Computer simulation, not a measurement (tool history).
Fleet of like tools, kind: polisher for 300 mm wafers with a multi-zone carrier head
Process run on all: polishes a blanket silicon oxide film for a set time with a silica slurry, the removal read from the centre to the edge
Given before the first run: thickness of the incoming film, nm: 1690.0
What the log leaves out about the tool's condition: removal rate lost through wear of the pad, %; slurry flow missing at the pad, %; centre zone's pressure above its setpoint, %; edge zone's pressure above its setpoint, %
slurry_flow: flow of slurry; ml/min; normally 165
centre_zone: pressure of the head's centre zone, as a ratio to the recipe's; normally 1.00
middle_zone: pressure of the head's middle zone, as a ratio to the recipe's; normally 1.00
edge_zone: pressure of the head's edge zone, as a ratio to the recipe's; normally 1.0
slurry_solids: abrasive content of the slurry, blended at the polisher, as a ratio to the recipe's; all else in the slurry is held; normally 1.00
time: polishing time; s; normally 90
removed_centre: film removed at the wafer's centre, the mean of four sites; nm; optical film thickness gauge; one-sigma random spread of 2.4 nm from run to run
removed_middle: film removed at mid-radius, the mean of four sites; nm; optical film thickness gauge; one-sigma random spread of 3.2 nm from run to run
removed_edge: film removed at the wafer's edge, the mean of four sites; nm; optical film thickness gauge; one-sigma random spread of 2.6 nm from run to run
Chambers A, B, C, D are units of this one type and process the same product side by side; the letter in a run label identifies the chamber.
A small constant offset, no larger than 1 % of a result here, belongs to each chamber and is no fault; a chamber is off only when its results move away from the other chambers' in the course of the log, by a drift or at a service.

run,hour,slurry_flow,centre_zone,middle_zone,edge_zone,slurry_solids,time,wafers polished on this pad,hours since the slurry nozzle was cleaned,hours since the centre zone pressure was calibrated,hours since the edge zone pressure was calibrated,removed_centre,removed_middle,removed_edge
# hour 7.2: chamber B: worn pad replaced by a new one
1A,12.5,165,1.00,1.00,1.0,1.00,90,806,66.4,668.9,272.3,250.41,244.10,248.43
# hour 14.0: chamber C: slurry nozzle cleaned
# hour 16.3: chamber A: worn pad replaced by a new one
2D,22.0,165,1.00,1.00,1.0,1.00,90,727,254.7,47.1,132.9,247.77,243.11,245.61
# hour 35.3: chamber D: worn pad replaced by a new one
3C,35.4,165,1.00,1.00,1.0,1.00,90,739,21.5,561.2,705.3,247.38,248.01,245.14
# hour 41.6: chamber D: slurry nozzle cleaned
4B,43.9,165,1.00,1.00,1.0,1.00,90,266,139.5,755.5,1569.8,246.18,247.67,246.38
5D,55.4,165,1.00,1.00,1.0,1.00,90,146,13.8,80.5,166.3,252.53,247.40,247.12
6B,66.4,165,1.00,1.00,1.0,1.00,90,429,162.0,778.0,1592.3,246.43,246.32,247.59
7A,77.5,165,0.94,1.00,1.0,1.00,90,444,131.4,733.9,337.3,232.90,245.44,249.44
# hour 81.7: chamber B: worn pad replaced by a new one
# hour 84.7: chamber C: worn pad replaced by a new one
8C,86.3,165,0.94,1.00,1.0,1.00,90,11,72.4,612.1,756.2,232.79,252.30,247.52
# hour 98.9: chamber B: edge zone pressure recalibrated
9A,99.4,165,0.94,1.00,1.0,1.00,90,603,153.3,755.8,359.2,233.70,247.80,251.82
10D,108.8,165,0.94,1.00,1.0,1.00,90,534,67.2,133.9,219.7,228.38,248.90,250.20
# hour 110.5: chamber C: edge zone pressure recalibrated
11C,119.0,165,1.00,1.00,1.0,1.00,90,249,105.1,644.8,8.5,254.31,244.62,248.72
# hour 123.5: chamber D: worn pad replaced by a new one
# hour 131.7: chamber A: worn pad replaced by a new one
12B,131.7,190,1.00,1.00,1.0,1.00,90,363,227.3,843.3,32.9,252.17,252.10,253.92
# hour 141.0: chamber B: worn pad replaced by a new one
13A,144.0,190,1.00,1.00,1.0,1.00,90,89,197.9,800.4,403.8,257.24,250.23,255.28
14D,154.4,190,1.00,1.00,1.0,1.00,90,224,112.8,179.5,265.3,253.17,256.53,251.35
15C,170.6,190,1.00,1.00,1.0,1.00,90,623,156.7,696.4,60.1,254.55,255.59,253.40
16B,177.8,165,1.00,1.00,1.0,1.00,90,267,273.4,889.4,79.0,260.34,248.12,247.97
17D,187.1,165,1.00,1.00,1.0,1.00,90,461,145.5,212.2,298.0,252.27,248.06,250.24
18B,198.6,165,1.00,1.00,1.0,1.25,78,418,294.2,910.2,99.8,252.53,231.78,238.03
19C,206.5,165,1.00,1.00,1.0,1.25,78,884,192.6,732.3,96.0,235.09,239.31,234.07
# hour 216.3: chamber B: worn pad replaced by a new one
20A,216.7,165,1.00,1.00,1.0,1.25,78,617,270.6,873.1,476.5,236.92,239.00,242.29
# hour 222.2: chamber D: worn pad replaced by a new one
21D,232.0,165,1.00,1.00,1.0,1.25,78,71,190.4,257.1,342.9,236.31,235.52,239.10
22B,243.9,165,1.00,1.00,1.0,1.00,90,200,339.5,955.5,145.1,272.73,246.59,247.10
# hour 247.2: chamber A: worn pad replaced by a new one
# hour 251.4: chamber C: worn pad replaced by a new one
23C,256.7,165,1.00,1.00,1.0,1.00,90,38,242.8,782.5,146.2,247.27,245.14,247.68
# hour 259.5: chamber C: centre zone pressure recalibrated
24A,264.1,165,1.00,1.07,1.1,1.00,90,122,318.0,920.5,523.9,248.20,265.37,265.73
25C,275.9,165,1.00,1.07,1.1,1.00,90,178,262.0,16.5,165.4,249.62,264.36,260.93

Is one chamber out of step, is the gauge drifting, or do the chambers differ by no more than their own small offsets? For an off chamber, give its letter and the likeliest cause.

One chamber, B, drifts off from the rest bit by bit.
Most likely cause: centre zone's pressure above its setpoint, % = 12.3.

Below are 4 candidate recipes for chamber B's next run, each the usual settings with a change, their results shown as question marks. Which of them brings B's results back in line with what the other chambers give on the usual settings?
In-line tolerance around the mean of the other chambers on the usual settings: removed_centre 8.40 nm; removed_middle 11.00 nm; removed_edge 9.10 nm
26B-1,287.6,160,0.96,1.01,1.01,1.00,90,,,,,?,?,?
26B-2,287.6,170,1.04,0.99,0.99,1.00,90,,,,,?,?,?
26B-3,287.6,175,1.10,0.98,0.97,1.00,91,,,,,?,?,?
26B-4,287.6,155,0.91,1.02,1.03,1.00,89,,,,,?,?,?

Other chambers, usual settings, mean: removed_centre 248.07 nm; removed_middle 247.91 nm; removed_edge 248.72 nm
run,removed_centre,removed_middle,removed_edge
26B-1,266.09,250.14,249.63
26B-2,293.73,248.12,249.06
26B-3,317.25,249.69,250.13
26B-4,246.59,248.22,248.30
It is 26B-4 that realigns the chamber with its peers.

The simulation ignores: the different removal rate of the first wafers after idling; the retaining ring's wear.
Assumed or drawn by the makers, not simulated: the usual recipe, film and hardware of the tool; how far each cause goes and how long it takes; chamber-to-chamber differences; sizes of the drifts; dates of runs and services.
